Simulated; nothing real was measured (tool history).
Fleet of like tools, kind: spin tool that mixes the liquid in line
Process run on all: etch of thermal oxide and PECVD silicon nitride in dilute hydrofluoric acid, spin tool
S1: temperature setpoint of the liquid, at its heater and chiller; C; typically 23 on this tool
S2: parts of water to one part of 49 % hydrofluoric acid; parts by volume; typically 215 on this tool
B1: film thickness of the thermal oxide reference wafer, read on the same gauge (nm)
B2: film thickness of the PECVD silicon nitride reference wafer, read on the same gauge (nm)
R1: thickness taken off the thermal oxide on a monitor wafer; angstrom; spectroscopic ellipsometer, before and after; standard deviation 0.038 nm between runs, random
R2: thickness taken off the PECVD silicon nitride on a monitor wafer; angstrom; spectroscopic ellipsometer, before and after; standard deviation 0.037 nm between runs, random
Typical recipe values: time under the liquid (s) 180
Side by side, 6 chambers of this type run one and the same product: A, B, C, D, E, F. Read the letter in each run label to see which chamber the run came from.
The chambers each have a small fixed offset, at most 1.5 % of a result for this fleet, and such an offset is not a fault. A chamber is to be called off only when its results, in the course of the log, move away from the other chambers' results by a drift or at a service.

Run 1A, hour 6.2: usual settings; B1 109.97; B2 120.00. Result: R1 31.501 angstrom, R2 28.4070 angstrom.
Run 2B, hour 12.2: usual settings; B1 110.00; B2 120.02. Result: R1 31.807 angstrom, R2 29.0270 angstrom.
Run 3D, hour 18.5: usual settings; B1 109.98; B2 120.03. Result: R1 31.011 angstrom, R2 28.2010 angstrom.
Run 4F, hour 27.2: usual settings; B1 109.99; B2 120.03. Result: R1 30.694 angstrom, R2 28.2260 angstrom.
Run 5E, hour 31.9: usual settings; B1 109.99; B2 120.01. Result: R1 32.628 angstrom, R2 28.1760 angstrom.
Run 6C, hour 37.1: usual settings; B1 110.01; B2 119.99. Result: R1 31.446 angstrom, R2 28.5710 angstrom.
Run 7E, hour 45.1: usual settings; B1 109.98; B2 120.02. Result: R1 31.816 angstrom, R2 28.3930 angstrom.
Run 8A, hour 51.7: usual settings but S1 27 C, S2 140 parts by volume; B1 110.03; B2 120.04. Result: R1 60.592 angstrom, R2 57.9050 angstrom.
Run 9C, hour 56.7: usual settings but S1 27 C, S2 140 parts by volume; B1 109.97; B2 120.03. Result: R1 60.045 angstrom, R2 54.2820 angstrom.
Run 10B, hour 65.5: usual settings but S1 27 C, S2 140 parts by volume; B1 109.99; B2 120.04. Result: R1 60.709 angstrom, R2 55.6490 angstrom.
Run 11F, hour 73.7: usual settings but S1 27 C, S2 140 parts by volume; B1 109.98; B2 120.02. Result: R1 60.211 angstrom, R2 56.4780 angstrom.
Run 12D, hour 81.0: usual settings but S1 27 C, S2 140 parts by volume; B1 109.96; B2 120.02. Result: R1 61.740 angstrom, R2 55.4220 angstrom.
Run 13C, hour 87.9: usual settings but S1 27 C, S2 140 parts by volume; B1 110.04; B2 120.01. Result: R1 60.416 angstrom, R2 54.0840 angstrom.
Run 14E, hour 96.8: usual settings; B1 110.02; B2 120.00. Result: R1 31.839 angstrom, R2 28.9970 angstrom.
Run 15A, hour 104.3: usual settings; B1 110.00; B2 120.01. Result: R1 31.313 angstrom, R2 29.0770 angstrom.
Run 16F, hour 112.8: usual settings; B1 109.98; B2 119.99. Result: R1 31.699 angstrom, R2 28.2380 angstrom.
Run 17D, hour 120.0: usual settings; B1 109.97; B2 119.99. Result: R1 30.751 angstrom, R2 27.9010 angstrom.
Run 18B, hour 128.4: usual settings; B1 110.00; B2 119.99. Result: R1 30.964 angstrom, R2 28.5980 angstrom.
Run 19C, hour 136.4: usual settings; B1 110.03; B2 120.06. Result: R1 30.376 angstrom, R2 26.0970 angstrom.
Run 20E, hour 144.4: usual settings but S1 26 C, S2 115 parts by volume; B1 109.94; B2 119.98. Result: R1 76.493 angstrom, R2 64.9910 angstrom.
Run 21D, hour 148.6: usual settings but S1 26 C, S2 115 parts by volume; B1 110.01; B2 120.00. Result: R1 75.824 angstrom, R2 65.5540 angstrom.
Run 22A, hour 152.7: usual settings but S1 26 C, S2 115 parts by volume; B1 110.01; B2 120.02. Result: R1 76.316 angstrom, R2 64.8480 angstrom.
Run 23B, hour 161.1: usual settings but S1 26 C, S2 115 parts by volume; B1 110.00; B2 120.03. Result: R1 74.660 angstrom, R2 64.5730 angstrom.
Run 24F, hour 166.0: usual settings but S1 26 C, S2 115 parts by volume; B1 110.01; B2 120.01. Result: R1 75.311 angstrom, R2 62.1400 angstrom.
Run 25D, hour 171.4: usual settings but S1 26 C, S2 115 parts by volume; B1 110.03; B2 120.06. Result: R1 74.191 angstrom, R2 64.3600 angstrom.
Run 26C, hour 179.3: usual settings; B1 109.99; B2 120.03. Result: R1 29.903 angstrom, R2 26.3840 angstrom.
Run 27B, hour 186.1: usual settings; B1 109.96; B2 120.02. Result: R1 31.441 angstrom, R2 28.6090 angstrom.
Run 28E, hour 191.6: usual settings; B1 110.05; B2 120.02. Result: R1 31.370 angstrom, R2 28.0620 angstrom.
Run 29F, hour 196.9: usual settings; B1 110.02; B2 119.97. Result: R1 31.942 angstrom, R2 27.5590 angstrom.
Run 30A, hour 202.6: usual settings but S2 250 parts by volume, time under the liquid (s) 80; B1 110.00; B2 120.01. Result: R1 11.649 angstrom, R2 11.0890 angstrom.
Run 31B, hour 211.4: usual settings but S2 250 parts by volume, time under the liquid (s) 80; B1 109.94; B2 119.98. Result: R1 11.590 angstrom, R2 11.0110 angstrom.
Run 32F, hour 219.7: usual settings but S2 250 parts by volume, time under the liquid (s) 80; B1 110.02; B2 119.98. Result: R1 11.659 angstrom, R2 10.8860 angstrom.
Run 33C, hour 226.4: usual settings but S2 250 parts by volume, time under the liquid (s) 80; B1 110.00; B2 120.04. Result: R1 10.947 angstrom, R2 9.9565 angstrom.
Run 34D, hour 233.5: usual settings but S2 250 parts by volume, time under the liquid (s) 80; B1 109.97; B2 119.99. Result: R1 11.598 angstrom, R2 10.7660 angstrom.
Run 35E, hour 239.4: usual settings but S2 250 parts by volume, time under the liquid (s) 80; B1 110.02; B2 120.02. Result: R1 11.687 angstrom, R2 10.8400 angstrom.
Run 36A, hour 243.6: usual settings but time under the liquid (s) 285; B1 110.00; B2 120.00. Result: R1 49.453 angstrom, R2 44.8850 angstrom.
Run 37E, hour 251.4: usual settings but time under the liquid (s) 285; B1 109.99; B2 120.02. Result: R1 50.068 angstrom, R2 45.1700 angstrom.

Does one chamber stand apart from the rest, does the shared gauge drift, or is all well apart from small per-chamber offsets? Give the chamber and the most likely cause, where there is one.

Chamber C drifts away from the others.
Likeliest cause: liquid colder than its thermometer reads (K) = 2.05.

Chamber C could run next with any of the 4 candidate recipes listed below; each alters the usual settings, and their results appear as question marks. Which one brings its results back in line with what the other chambers deliver on the usual settings?
Allowed miss from the other chambers' usual-settings mean, per result, to count as in line: R1 1.300 angstrom; R2 1.3000 angstrom
Run 38C-1, hour 257.9: usual settings but S1 21.5 C, S2 205 parts by volume, time under the liquid (s) 165. Result: R1 ?, R2 ?.
Run 38C-2, hour 257.9: usual settings but S1 23.5 C, S2 220 parts by volume, time under the liquid (s) 185. Result: R1 ?, R2 ?.
Run 38C-3, hour 257.9: usual settings but S1 24.5 C, S2 225 parts by volume, time under the liquid (s) 195. Result: R1 ?, R2 ?.
Run 38C-4, hour 257.9: usual settings but S1 22.5 C, S2 210 parts by volume, time under the liquid (s) 175. Result: R1 ?, R2 ?.

Usual-settings mean across the other chambers: R1 31.523 angstrom; R2 28.2620 angstrom
  run      R1       R2
38C-1  26.835  21.6120
38C-2  29.829  25.7580
38C-3  31.751  28.3040
38C-4  28.734  23.9000
Change 38C-3 lands the chamber within the allowed miss of the other chambers.

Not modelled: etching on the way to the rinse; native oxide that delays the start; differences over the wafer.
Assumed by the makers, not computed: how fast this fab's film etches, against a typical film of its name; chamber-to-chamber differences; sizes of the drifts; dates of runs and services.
